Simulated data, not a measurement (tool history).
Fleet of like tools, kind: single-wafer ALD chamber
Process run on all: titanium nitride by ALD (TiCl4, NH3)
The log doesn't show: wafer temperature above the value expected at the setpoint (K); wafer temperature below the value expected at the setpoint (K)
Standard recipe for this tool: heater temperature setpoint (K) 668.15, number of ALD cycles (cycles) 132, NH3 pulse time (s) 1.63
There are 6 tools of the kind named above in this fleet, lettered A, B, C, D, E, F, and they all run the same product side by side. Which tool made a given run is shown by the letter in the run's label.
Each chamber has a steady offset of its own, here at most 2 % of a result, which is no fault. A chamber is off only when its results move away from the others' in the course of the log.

run   hour  heater temperature setpoint (K)  number of ALD cycles (cycles)  NH3 pulse time (s)  hours since the last thermocouple change  read-back reference wafer on the same gauge, thickness_nm  mean film thickness on the monitor wafer (angstrom)
 1C   14.9                           668.15                            132                1.63                                    1479.2                                                     3.2799                                               28.731
 2B   27.6                           668.15                            132                1.63                                    2090.5                                                     3.2781                                               28.347
 3A   40.3                           668.15                            132                1.63                                    2277.8                                                     3.2769                                               28.627
 4F   50.8                           668.15                            132                1.63                                    1666.5                                                     3.2786                                               28.909
 5E   63.6                           668.15                            132                1.63                                     897.0                                                     3.2777                                               28.177
 6D   75.9                           668.15                            132                1.63                                     378.2                                                     3.2761                                               28.552
 7B   83.4                           668.15                            132                1.63                                    2146.3                                                     3.2752                                               28.357
 8F   94.9                           668.15                            132                1.63                                    1710.6                                                     3.2757                                               28.753
 9C  111.2                           668.15                            132                1.63                                    1575.5                                                     3.2766                                               28.718
10A  125.6                           668.15                            132                1.63                                    2363.1                                                     3.2756                                               28.607
11D  141.4                           668.15                            132                1.63                                     443.7                                                     3.2745                                               28.589
12E  156.7                           668.15                            132                1.63                                     990.1                                                     3.2724                                               28.191
13A  172.0                           668.15                            132                1.63                                    2409.5                                                     3.2724                                               28.568
14F  182.2                           657.15                            132                1.63                                    1797.9                                                     3.2732                                               28.434
15C  190.1                           657.15                            132                1.63                                    1654.4                                                     3.2710                                               28.357
16D  197.4                           657.15                            132                1.63                                     499.7                                                     3.2710                                               28.213
17B  207.4                           657.15                            132                1.63                                    2270.3                                                     3.2720                                               28.003
18E  222.2                           657.15                            132                1.63                                    1055.6                                                     3.2715                                               27.869
19E  231.5                           657.15                            132                1.63                                    1064.9                                                     3.2696                                               27.823
     233.7  -- chamber B: thermocouple changed; heater temperature recalibrated
20D  245.8                           668.15                            119                2.01                                     548.1                                                     3.2707                                               26.052
21C  254.0                           668.15                            119                2.01                                    1718.3                                                     3.2703                                               26.091
22A  266.7                           668.15                            119                2.01                                    2504.2                                                     3.2694                                               26.011
23F  275.2                           668.15                            119                2.01                                    1890.9                                                     3.2699                                               26.183
24B  287.6                           668.15                            119                2.01                                      53.9                                                     3.2686                                               25.769
25E  302.7                           668.15                            119                2.01                                    1136.1                                                     3.2696                                               25.618
26C  318.6                           668.15                            132                1.63                                    1782.9                                                     3.2671                                               28.617
27A  330.0                           668.15                            132                1.63                                    2567.5                                                     3.2673                                               28.517
28B  341.3                           668.15                            132                1.63                                     107.6                                                     3.2669                                               28.273
29D  353.1                           668.15                            132                1.63                                     655.4                                                     3.2672                                               28.479
30F  362.4                           668.15                            132                1.33                                    1978.1                                                     3.2659                                               28.334
31F  371.6                           668.15                            132                1.33                                    1987.3                                                     3.2648                                               28.446
32C  386.6                           668.15                            132                1.33                                    1850.9                                                     3.2653                                               28.308
33E  400.7                           668.15                            132                1.33                                    1234.1                                                     3.2629                                               27.803
34B  415.2                           668.15                            132                1.33                                     181.5                                                     3.2642                                               28.040
35A  427.5                           668.15                            132                1.33                                    2665.0                                                     3.2640                                               28.098
36D  440.5                           668.15                            132                1.63                                     742.8                                                     3.2628                                               28.491
37F  455.0                           668.15                            114                1.63                                    2070.7                                                     3.2622                                               24.852
38B  468.3                           668.15                            114                1.63                                     234.6                                                     3.2604                                               24.387
39D  482.5                           668.15                            114                1.63                                     784.8                                                     3.2612                                               24.571
40E  496.4                           668.15                            114                1.63                                    1329.8                                                     3.2608                                               24.226
41A  508.1                           668.15                            114                1.63                                    2745.6                                                     3.2597                                               24.527
42C  520.4                           668.15                            114                1.63                                    1984.7                                                     3.2586                                               24.578
43C  535.0                           668.15                            132                1.63                                    1999.3                                                     3.2594                                               28.472

Is one chamber out of step, is the gauge drifting, or do the chambers differ by no more than their own small offsets? For an off chamber, give its letter and the likeliest cause.

The shared gauge is drifting. All chambers look as if they move in step, but none is off.
Cause: gauge reads low (%) = 0.653.
